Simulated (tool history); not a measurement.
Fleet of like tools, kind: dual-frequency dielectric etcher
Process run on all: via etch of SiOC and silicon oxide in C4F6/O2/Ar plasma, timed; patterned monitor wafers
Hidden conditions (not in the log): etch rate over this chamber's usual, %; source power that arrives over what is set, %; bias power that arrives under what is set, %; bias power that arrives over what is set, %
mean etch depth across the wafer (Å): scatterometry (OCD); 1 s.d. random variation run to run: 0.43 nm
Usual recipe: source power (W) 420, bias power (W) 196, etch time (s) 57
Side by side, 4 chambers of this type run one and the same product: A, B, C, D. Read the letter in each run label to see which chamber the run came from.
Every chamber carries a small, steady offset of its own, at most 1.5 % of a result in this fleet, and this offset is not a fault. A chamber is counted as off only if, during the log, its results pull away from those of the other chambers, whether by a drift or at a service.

run   hour  source power (W)  bias power (W)  etch time (s)  hours since the last wet clean  hours since the last source power generator calibration  hours since the last bias power generator calibration  read-back reference wafer on the same gauge, depth_nm  mean etch depth across the wafer (Å)
 1C   10.4               420             196             57                           364.9                                                    745.3                                                  528.4                                                 73.468                                 661.3
 2B   16.8               420             196             57                           478.2                                                   3741.1                                                    834                                                 73.649                                669.37
 3D   25.6               420             196             57                           164.4                                                    977.5                                                 1309.5                                                 73.481                                677.71
 4A   35.2               420             196             57                              73                                                   1905.7                                                 3328.7                                                  73.57                                675.53
 5A   46.7               420             196             57                            84.5                                                   1917.2                                                 3340.2                                                  73.43                                680.84
 6D   60.2               420             196             57                             199                                                   1012.1                                                 1344.1                                                 73.406                                682.83
 7C   69.6               420             196             57                           424.1                                                    804.5                                                  587.6                                                 73.508                                667.23
 8B   80.8               420             196             57                           542.2                                                   3805.1                                                    898                                                  73.36                                663.71
 9C   91.8               420             196             57                           446.3                                                    826.7                                                  609.8                                                 73.426                                664.81
10D  103.5               420             196             57                           242.3                                                   1055.4                                                 1387.4                                                 73.493                                 683.8
11B    112               490             196           62.5                           573.4                                                   3836.3                                                  929.2                                                 73.502                                779.29
12A  125.2               490             196           62.5                             163                                                   1995.7                                                 3418.7                                                 73.537                                788.54
13D  136.9               490             196           62.5                           275.7                                                   1088.8                                                 1420.8                                                 73.518                                784.21
     138.4  -- chamber C: wet clean of the chamber
14A  149.1               490             196           62.5                           186.9                                                   2019.6                                                 3442.6                                                 73.364                                790.04
15C  156.5               380             196             57                            18.1                                                    891.4                                                  674.5                                                 73.518                                681.79
16B    165               380             196             57                           626.4                                                   3889.3                                                  982.2                                                 73.519                                635.46
       173  -- chamber B: wet clean of the chamber
17C  175.2               380             196             57                            36.8                                                    910.1                                                  693.2                                                  73.48                                671.36
18A  188.9               380             196             57                           226.7                                                   2059.4                                                 3482.4                                                 73.508                                648.62
19B  202.2               420             196             57                            29.2                                                   3926.5                                                 1019.4                                                 73.439                                664.82
20D  215.4               420             196             57                           354.2                                                   1167.3                                                 1499.3                                                 73.546                                673.64
21B  226.5               420             196             57                            53.5                                                   3950.8                                                 1043.7                                                 73.443                                667.76
22D  237.7               420             196             57                           376.5                                                   1189.6                                                 1521.6                                                 73.409                                678.99
23C    244               420             196             57                           105.6                                                    978.9                                                    762                                                 73.486                                701.91
24A  252.6               420             196             57                           290.4                                                   2123.1                                                 3546.1                                                 73.403                                671.95
25B  262.1               420             196             57                            89.1                                                   3986.4                                                 1079.3                                                 73.433                                669.79
26C  275.7               420             196             57                           137.3                                                   1010.6                                                  793.7                                                 73.453                                704.11
27D  285.1               420             196             57                           423.9                                                     1237                                                   1569                                                 73.555                                678.27
     292.7  -- chamber D: wet clean of the chamber
28A    297               420             196             57                           334.8                                                   2167.5                                                 3590.5                                                 73.527                                675.52
29A  310.1               420             196             57                           347.9                                                   2180.6                                                 3603.6                                                 73.431                                 679.5
30B  322.4               420             196             57                           149.4                                                   4046.7                                                 1139.6                                                 73.487                                 669.2
31D  331.1               330             196           47.5                            38.5                                                     1283                                                   1615                                                 73.506                                513.44
     336.2  -- chamber A: wet clean of the chamber
32C  344.1               330             196           47.5                           205.7                                                     1079                                                  862.1                                                 73.535                                530.28
33A  350.9               330             196           47.5                            14.8                                                   2221.4                                                 3644.4                                                 73.412                                512.55

What goes on in this fleet: one chamber off, a drifting gauge, or nothing beyond the chambers' own small offsets? Name the chamber and the cause, if any.

After it was serviced, chamber C no longer matches the other chambers.
Likeliest cause: etch rate over this chamber's usual, % = 4.55.

Which of the 4 candidates below, each the usual settings with something changed and its results left as question marks, puts chamber C back in line with what the other chambers give on the usual settings?
In line here means within this much of the mean the other chambers give on the usual settings: mean etch depth across the wafer (Å) 15
34C-1   361               420             195             55                                                                                                                                                                                                                                            ?
34C-2   361               420             196             59                                                                                                                                                                                                                                            ?
34C-3   361               420             199             61                                                                                                                                                                                                                                            ?
34C-4   361               410             193           53.5                                                                                                                                                                                                                                            ?

The other chambers' mean on the usual settings: mean etch depth across the wafer (Å) 675.05
  run  mean etch depth across the wafer (Å)
34C-1                                673.96
34C-2                                724.17
34C-3                                752.39
34C-4                                647.27
The right change is 34C-1: it brings the chamber back within the allowed miss of the others.
